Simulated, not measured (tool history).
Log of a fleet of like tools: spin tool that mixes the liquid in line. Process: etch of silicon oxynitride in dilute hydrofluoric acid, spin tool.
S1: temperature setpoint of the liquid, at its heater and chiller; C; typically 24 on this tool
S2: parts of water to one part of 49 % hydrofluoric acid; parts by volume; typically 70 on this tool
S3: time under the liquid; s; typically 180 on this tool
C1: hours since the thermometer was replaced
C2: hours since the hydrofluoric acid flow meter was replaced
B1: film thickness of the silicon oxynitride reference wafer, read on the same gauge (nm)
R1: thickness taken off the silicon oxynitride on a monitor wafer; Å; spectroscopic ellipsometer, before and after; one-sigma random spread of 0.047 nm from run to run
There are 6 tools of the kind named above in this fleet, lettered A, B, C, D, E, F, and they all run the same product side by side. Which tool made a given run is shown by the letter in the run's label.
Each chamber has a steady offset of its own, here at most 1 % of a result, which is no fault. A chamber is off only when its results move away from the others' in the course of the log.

run   hour  S1   S2   S3      C1      C2      B1      R1
 1B   12.4  24   70  180  1938.5  1942.5  130.03  48.762
 2A   20.9  24   70  180    1170   679.6     130  49.799
 3F   28.8  24   70  180   378.6  1648.6  130.02  50.696
 4D   36.7  24   70  180  1990.9   838.9  130.02  49.927
 5C   44.4  24   70  180   652.4   443.9  129.96  49.823
 6E   53.9  24   70  180  1637.2   294.9  129.98  48.685
 7C   64.3  24  100  135   672.3   463.8  129.96  25.333
 8B   75.8  24  100  135  2001.9  2005.9  130.09  25.266
 9E   83.4  24  100  135  1666.7   324.4  130.05   25.26
10A   97.4  24  100  135  1246.5   756.1     130  25.515
11F  104.8  24  100  135   454.6  1724.6  130.02  25.071
12D  117.9  24  100  135  2072.1   920.1  129.99  25.136
13B  129.2  24   70  180  2055.3  2059.3  129.95  49.034
14C  137.5  24   90  180   745.5     537  130.03  37.053
15A  144.7  24   90  180  1293.8   803.4  129.99  37.945
16D    155  24   90  180  2109.2   957.2  129.99  38.476
17F  163.4  24   90  180   513.2  1783.2  130.04  37.091
     166.7  -- chamber A: thermometer replaced
18E  171.9  24   90  180  1755.2   412.9  130.05  37.881
19A    180  24   90  180    13.3   838.7  129.91  38.224
20D  189.5  24   70  180  2143.7   991.7  130.04  49.518
21C  202.2  24   70  180   810.2   601.7  129.98  49.399
22F  209.6  24   70  180   559.4  1829.4  130.04  49.119
23B  220.5  24   70  180  2146.6  2150.6  129.95  49.719
24E  229.5  24   70  180  1812.8   470.5  129.98  48.397
     234.6  -- chamber F: hydrofluoric acid flow meter replaced
25A  236.9  24   70  180    70.2   895.6  130.06  49.289
26B  248.7  24   70  100  2174.8  2178.8  129.98  27.525
27C  259.2  24   70  100   867.2   658.7     130    27.7
     264.9  -- chamber D: hydrofluoric acid flow meter replaced
28F  269.5  24   70  100   619.3    34.9     130  27.152
29E  277.2  24   70  100  1860.5   518.2  130.01  26.073
30D    287  24   70  100  2241.2    22.2  130.04  27.725
31C  297.4  24   70  100   905.4   696.9  129.98  27.473
32B  306.9  24   70  180    2233    2237  130.02  49.202
33D  316.2  24   70  180  2270.4    51.4  129.97   50.15
34F  324.9  24   70  180   674.7    90.3  130.03  49.485
35E  339.3  24   70  180  1922.6   580.3  130.03  45.967
36A  352.3  24   70  180   185.6    1011  129.98  49.608
37E  362.8  24   70  180  1946.1   603.8  129.97  45.346
38D  373.3  24   70  180  2327.5   108.5  129.93    49.3

Is one chamber off against the others, does the gauge drift, or is nothing wrong? If a chamber is off, say which, and what the likeliest cause is.

Little by little, chamber E moves away from the other chambers.
Cause: liquid colder than its thermometer reads (K) = 2.34.
The log might look much the same if the cause were instead: hydrofluoric acid flow below the setpoint (%).

Chamber E could run next with any of the 4 candidate recipes listed below; each alters the usual settings, and their results appear as question marks. Which one brings its results back in line with what the other chambers deliver on the usual settings?
Maximum distance from the other chambers' mean on the usual settings for a result to count as in line: R1 1.7 Å
39E-1   384  24.5  65  180               ?
39E-2   384    24  75  165               ?
39E-3   384    24  70  160               ?
39E-4   384  24.5  65  195               ?

Average result of the remaining chambers running the usual settings: R1 49.517 Å
  run      R1
39E-1  49.016
39E-2  37.694
39E-3  39.319
39E-4  53.101
The right change is 39E-1: it brings the chamber back within the allowed miss of the others.

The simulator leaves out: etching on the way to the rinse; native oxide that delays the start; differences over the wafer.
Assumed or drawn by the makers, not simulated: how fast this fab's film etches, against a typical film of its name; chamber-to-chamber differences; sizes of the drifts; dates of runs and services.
